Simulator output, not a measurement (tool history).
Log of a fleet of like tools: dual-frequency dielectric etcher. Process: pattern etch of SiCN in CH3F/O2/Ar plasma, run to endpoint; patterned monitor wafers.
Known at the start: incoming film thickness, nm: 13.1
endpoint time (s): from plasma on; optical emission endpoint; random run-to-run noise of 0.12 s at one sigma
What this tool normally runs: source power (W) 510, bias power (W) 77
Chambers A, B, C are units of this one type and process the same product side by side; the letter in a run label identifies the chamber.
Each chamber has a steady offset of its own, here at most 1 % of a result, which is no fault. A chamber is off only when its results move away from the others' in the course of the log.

run	day	source power (W)	bias power (W)	endpoint time (s)
1C	0.233	510	77	31.605
2B	0.45	510	77	31.23
3A	0.633	510	77	31.329
4C	0.775	510	77	31.253
5A	1.029	510	77	31.226
6B	1.242	510	77	31.2
7B	1.442	510	77	31.194
8C	1.604	510	77	31.597
9A	1.842	510	77	31.182
10C	2.125	510	77	31.428
11A	2.346	510	77	30.913
12B	2.488	560	83	29.304
13C	2.721	560	83	29.436
14A	3.021	560	83	28.83
15B	3.258	510	77	31.365
16A	3.508	510	77	30.13
17B	3.758	460	68	33.583
18C	3.979	460	68	34.097
19A	4.179	460	68	32.773
20B	4.367	510	77	31.208

What goes on in this fleet: one chamber off, a drifting gauge, or nothing beyond the chambers' own small offsets? Name the chamber and the cause, if any.

Little by little, chamber A moves away from the other chambers.
What lies behind it: etch rate over this chamber's usual, % = 4.42.

Which of the 4 candidates below, each the usual settings with something changed and its results left as question marks, puts chamber A back in line with what the other chambers give on the usual settings?
In line means no further than this from the other chambers' mean on the usual settings: endpoint time (s) 0.44
21A-1	4.579	500	75	?
21A-2	4.579	450	77	?
21A-3	4.579	570	77	?
21A-4	4.579	520	79	?

On the usual settings, the other chambers give on average: endpoint time (s) 31.308
run	endpoint time (s)
21A-1	30.371
21A-2	31.323
21A-3	28.619
21A-4	29.372
21A-2 is the one that brings the chamber's results back in line with the other chambers.
